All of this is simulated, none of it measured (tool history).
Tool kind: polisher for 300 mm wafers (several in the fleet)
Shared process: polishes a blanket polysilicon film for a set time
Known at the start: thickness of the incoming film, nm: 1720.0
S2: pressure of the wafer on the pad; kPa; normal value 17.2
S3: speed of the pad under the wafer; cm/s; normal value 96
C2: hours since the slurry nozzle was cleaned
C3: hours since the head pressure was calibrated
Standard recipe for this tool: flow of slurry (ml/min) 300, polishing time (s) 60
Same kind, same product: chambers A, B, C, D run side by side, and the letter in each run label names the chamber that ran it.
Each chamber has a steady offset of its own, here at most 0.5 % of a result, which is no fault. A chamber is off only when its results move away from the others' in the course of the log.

{"run": "1D", "hour": 10.2, "flow of slurry (ml/min)": 300, "S2": 17.2, "S3": 96, "polishing time (s)": 60, "wafers polished on this pad": 214, "C2": 184.3, "C3": 1010.3, "film removed (angstrom)": 4072.5}
{"hour": 12.2, "done": "chamber C: worn pad replaced by a new one"}
{"hour": 16.0, "done": "chamber C: slurry nozzle cleaned"}
{"run": "2B", "hour": 19.7, "flow of slurry (ml/min)": 300, "S2": 17.2, "S3": 96, "polishing time (s)": 60, "wafers polished on this pad": 543, "C2": 379.8, "C3": 554.3, "film removed (angstrom)": 4106.4}
{"run": "3A", "hour": 28.8, "flow of slurry (ml/min)": 300, "S2": 17.2, "S3": 96, "polishing time (s)": 60, "wafers polished on this pad": 1279, "C2": 133.8, "C3": 784.1, "film removed (angstrom)": 4082.1}
{"hour": 29.5, "done": "chamber A: worn pad replaced by a new one"}
{"hour": 33.4, "done": "chamber B: worn pad replaced by a new one"}
{"run": "4C", "hour": 38.5, "flow of slurry (ml/min)": 300, "S2": 17.2, "S3": 96, "polishing time (s)": 60, "wafers polished on this pad": 352, "C2": 22.5, "C3": 253.8, "film removed (angstrom)": 4195.5}
{"run": "5A", "hour": 48.1, "flow of slurry (ml/min)": 300, "S2": 17.2, "S3": 96, "polishing time (s)": 60, "wafers polished on this pad": 249, "C2": 153.1, "C3": 803.4, "film removed (angstrom)": 4115.8}
{"run": "6B", "hour": 56.4, "flow of slurry (ml/min)": 300, "S2": 17.2, "S3": 96, "polishing time (s)": 60, "wafers polished on this pad": 308, "C2": 416.5, "C3": 591.0, "film removed (angstrom)": 4058.7}
{"hour": 58.4, "done": "chamber D: worn pad replaced by a new one"}
{"run": "7D", "hour": 61.7, "flow of slurry (ml/min)": 300, "S2": 17.2, "S3": 96, "polishing time (s)": 60, "wafers polished on this pad": 44, "C2": 235.8, "C3": 1061.8, "film removed (angstrom)": 4140.2}
{"run": "8C", "hour": 70.8, "flow of slurry (ml/min)": 300, "S2": 17.2, "S3": 96, "polishing time (s)": 60, "wafers polished on this pad": 784, "C2": 54.8, "C3": 286.1, "film removed (angstrom)": 4194.7}
{"run": "9A", "hour": 77.8, "flow of slurry (ml/min)": 300, "S2": 17.2, "S3": 96, "polishing time (s)": 60, "wafers polished on this pad": 647, "C2": 182.8, "C3": 833.1, "film removed (angstrom)": 4126.0}
{"run": "10C", "hour": 87.7, "flow of slurry (ml/min)": 300, "S2": 17.2, "S3": 96, "polishing time (s)": 60, "wafers polished on this pad": 1010, "C2": 71.7, "C3": 303.0, "film removed (angstrom)": 4189.8}
{"hour": 93.8, "done": "chamber B: worn pad replaced by a new one"}
{"run": "11B", "hour": 97.5, "flow of slurry (ml/min)": 300, "S2": 17.2, "S3": 96, "polishing time (s)": 60, "wafers polished on this pad": 50, "C2": 457.6, "C3": 632.1, "film removed (angstrom)": 4037.7}
{"run": "12D", "hour": 103.8, "flow of slurry (ml/min)": 300, "S2": 17.2, "S3": 96, "polishing time (s)": 60, "wafers polished on this pad": 607, "C2": 277.9, "C3": 1103.9, "film removed (angstrom)": 4040.5}
{"hour": 109.7, "done": "chamber D: head pressure recalibrated"}
{"hour": 112.1, "done": "chamber A: worn pad replaced by a new one"}
{"run": "13D", "hour": 113.3, "flow of slurry (ml/min)": 300, "S2": 20.7, "S3": 70, "polishing time (s)": 60, "wafers polished on this pad": 734, "C2": 287.4, "C3": 3.7, "film removed (angstrom)": 3259.0}
{"hour": 117.1, "done": "chamber D: worn pad replaced by a new one"}
{"hour": 119.7, "done": "chamber C: worn pad replaced by a new one"}
{"run": "14C", "hour": 122.4, "flow of slurry (ml/min)": 300, "S2": 20.7, "S3": 70, "polishing time (s)": 60, "wafers polished on this pad": 37, "C2": 106.4, "C3": 337.7, "film removed (angstrom)": 3577.9}
{"run": "15B", "hour": 132.7, "flow of slurry (ml/min)": 300, "S2": 20.7, "S3": 70, "polishing time (s)": 60, "wafers polished on this pad": 521, "C2": 492.8, "C3": 667.3, "film removed (angstrom)": 3603.0}
{"run": "16A", "hour": 138.6, "flow of slurry (ml/min)": 300, "S2": 20.7, "S3": 70, "polishing time (s)": 60, "wafers polished on this pad": 355, "C2": 243.6, "C3": 893.9, "film removed (angstrom)": 3516.8}
{"run": "17C", "hour": 147.4, "flow of slurry (ml/min)": 300, "S2": 17.2, "S3": 96, "polishing time (s)": 60, "wafers polished on this pad": 371, "C2": 131.4, "C3": 362.7, "film removed (angstrom)": 4015.6}
{"hour": 150.3, "done": "chamber B: worn pad replaced by a new one"}
{"run": "18A", "hour": 153.7, "flow of slurry (ml/min)": 300, "S2": 17.2, "S3": 96, "polishing time (s)": 60, "wafers polished on this pad": 557, "C2": 258.7, "C3": 909.0, "film removed (angstrom)": 4122.6}
{"run": "19B", "hour": 160.8, "flow of slurry (ml/min)": 300, "S2": 17.2, "S3": 96, "polishing time (s)": 60, "wafers polished on this pad": 140, "C2": 520.9, "C3": 695.4, "film removed (angstrom)": 4032.2}
{"run": "20D", "hour": 169.8, "flow of slurry (ml/min)": 300, "S2": 17.2, "S3": 96, "polishing time (s)": 60, "wafers polished on this pad": 706, "C2": 343.9, "C3": 60.2, "film removed (angstrom)": 3681.5}
{"run": "21B", "hour": 176.4, "flow of slurry (ml/min)": 300, "S2": 17.2, "S3": 96, "polishing time (s)": 60, "wafers polished on this pad": 349, "C2": 536.5, "C3": 711.0, "film removed (angstrom)": 4099.0}
{"hour": 179.0, "done": "chamber D: worn pad replaced by a new one"}
{"run": "22C", "hour": 181.1, "flow of slurry (ml/min)": 300, "S2": 17.2, "S3": 96, "polishing time (s)": 60, "wafers polished on this pad": 822, "C2": 165.1, "C3": 396.4, "film removed (angstrom)": 4132.7}
{"run": "23D", "hour": 187.6, "flow of slurry (ml/min)": 300, "S2": 17.2, "S3": 96, "polishing time (s)": 60, "wafers polished on this pad": 115, "C2": 361.7, "C3": 78.0, "film removed (angstrom)": 3756.0}
{"run": "24A", "hour": 197.9, "flow of slurry (ml/min)": 300, "S2": 17.2, "S3": 96, "polishing time (s)": 60, "wafers polished on this pad": 1149, "C2": 302.9, "C3": 953.2, "film removed (angstrom)": 4071.9}
{"hour": 199.4, "done": "chamber B: worn pad replaced by a new one"}
{"run": "25A", "hour": 206.5, "flow of slurry (ml/min)": 300, "S2": 17.2, "S3": 96, "polishing time (s)": 60, "wafers polished on this pad": 1264, "C2": 311.5, "C3": 961.8, "film removed (angstrom)": 4087.3}
{"hour": 214.2, "done": "chamber A: worn pad replaced by a new one"}
{"run": "26D", "hour": 216.1, "flow of slurry (ml/min)": 300, "S2": 17.2, "S3": 96, "polishing time (s)": 60, "wafers polished on this pad": 496, "C2": 390.2, "C3": 106.5, "film removed (angstrom)": 3749.8}
{"run": "27C", "hour": 220.6, "flow of slurry (ml/min)": 300, "S2": 11.7, "S3": 96, "polishing time (s)": 60, "wafers polished on this pad": 1351, "C2": 204.6, "C3": 435.9, "film removed (angstrom)": 2813.6}
{"hour": 226.4, "done": "chamber C: head pressure recalibrated"}
{"run": "28B", "hour": 226.7, "flow of slurry (ml/min)": 300, "S2": 11.7, "S3": 96, "polishing time (s)": 60, "wafers polished on this pad": 365, "C2": 586.8, "C3": 761.3, "film removed (angstrom)": 2786.7}
{"run": "29C", "hour": 234.9, "flow of slurry (ml/min)": 300, "S2": 11.7, "S3": 96, "polishing time (s)": 60, "wafers polished on this pad": 1542, "C2": 218.9, "C3": 8.6, "film removed (angstrom)": 2782.5}
{"hour": 241.1, "done": "chamber C: worn pad replaced by a new one"}
{"run": "30D", "hour": 242.2, "flow of slurry (ml/min)": 300, "S2": 11.7, "S3": 96, "polishing time (s)": 60, "wafers polished on this pad": 845, "C2": 416.3, "C3": 132.6, "film removed (angstrom)": 2484.3}
{"hour": 245.6, "done": "chamber D: worn pad replaced by a new one"}
{"run": "31B", "hour": 250.3, "flow of slurry (ml/min)": 300, "S2": 17.2, "S3": 96, "polishing time (s)": 60, "wafers polished on this pad": 681, "C2": 610.4, "C3": 784.9, "film removed (angstrom)": 4095.3}
{"run": "32A", "hour": 255.1, "flow of slurry (ml/min)": 300, "S2": 17.2, "S3": 96, "polishing time (s)": 60, "wafers polished on this pad": 547, "C2": 360.1, "C3": 1010.4, "film removed (angstrom)": 4185.2}
{"hour": 257.1, "done": "chamber B: worn pad replaced by a new one"}
{"run": "33C", "hour": 261.1, "flow of slurry (ml/min)": 300, "S2": 17.2, "S3": 96, "polishing time (s)": 60, "wafers polished on this pad": 268, "C2": 245.1, "C3": 34.8, "film removed (angstrom)": 4094.8}
{"run": "34D", "hour": 268.7, "flow of slurry (ml/min)": 300, "S2": 17.2, "S3": 96, "polishing time (s)": 60, "wafers polished on this pad": 309, "C2": 442.8, "C3": 159.1, "film removed (angstrom)": 3703.1}
{"run": "35B", "hour": 274.0, "flow of slurry (ml/min)": 300, "S2": 17.2, "S3": 96, "polishing time (s)": 60, "wafers polished on this pad": 227, "C2": 634.1, "C3": 808.6, "film removed (angstrom)": 4071.8}

Which is it: a chamber that has drifted or been left off by a service, a gauge drift common to all chambers, or only each chamber's usual small offset? If a chamber is off, name it and its likeliest cause.

A service on chamber D put it out of line with the rest.
What lies behind it: head's pressure below its setpoint, % = 8.25.

Here are 4 candidates for chamber D's next run, each the usual settings with a change, their results left as question marks. Which one brings its results back in line with what the others give on the usual settings?
In line here means within this much of the mean the other chambers give on the usual settings: film removed (angstrom) 170.0
{"run": "36D-1", "hour": 281.4, "flow of slurry (ml/min)": 300, "S2": 17.9, "S3": 98, "polishing time (s)": 62, "film removed (angstrom)": "?"}
{"run": "36D-2", "hour": 281.4, "flow of slurry (ml/min)": 300, "S2": 17.9, "S3": 102, "polishing time (s)": 63, "film removed (angstrom)": "?"}
{"run": "36D-3", "hour": 281.4, "flow of slurry (ml/min)": 300, "S2": 15.9, "S3": 88, "polishing time (s)": 60, "film removed (angstrom)": "?"}
{"run": "36D-4", "hour": 281.4, "flow of slurry (ml/min)": 300, "S2": 16.5, "S3": 92, "polishing time (s)": 60, "film removed (angstrom)": "?"}

What the other chambers average on the usual settings: film removed (angstrom) 4091.4
run=36D-1 film_removed_(angstrom)=4114.8
run=36D-2 film_removed_(angstrom)=4353.4
run=36D-3 film_removed_(angstrom)=3157.6
run=36D-4 film_removed_(angstrom)=3447.1
36D-1 is the one that brings the chamber's results back in line with the other chambers.

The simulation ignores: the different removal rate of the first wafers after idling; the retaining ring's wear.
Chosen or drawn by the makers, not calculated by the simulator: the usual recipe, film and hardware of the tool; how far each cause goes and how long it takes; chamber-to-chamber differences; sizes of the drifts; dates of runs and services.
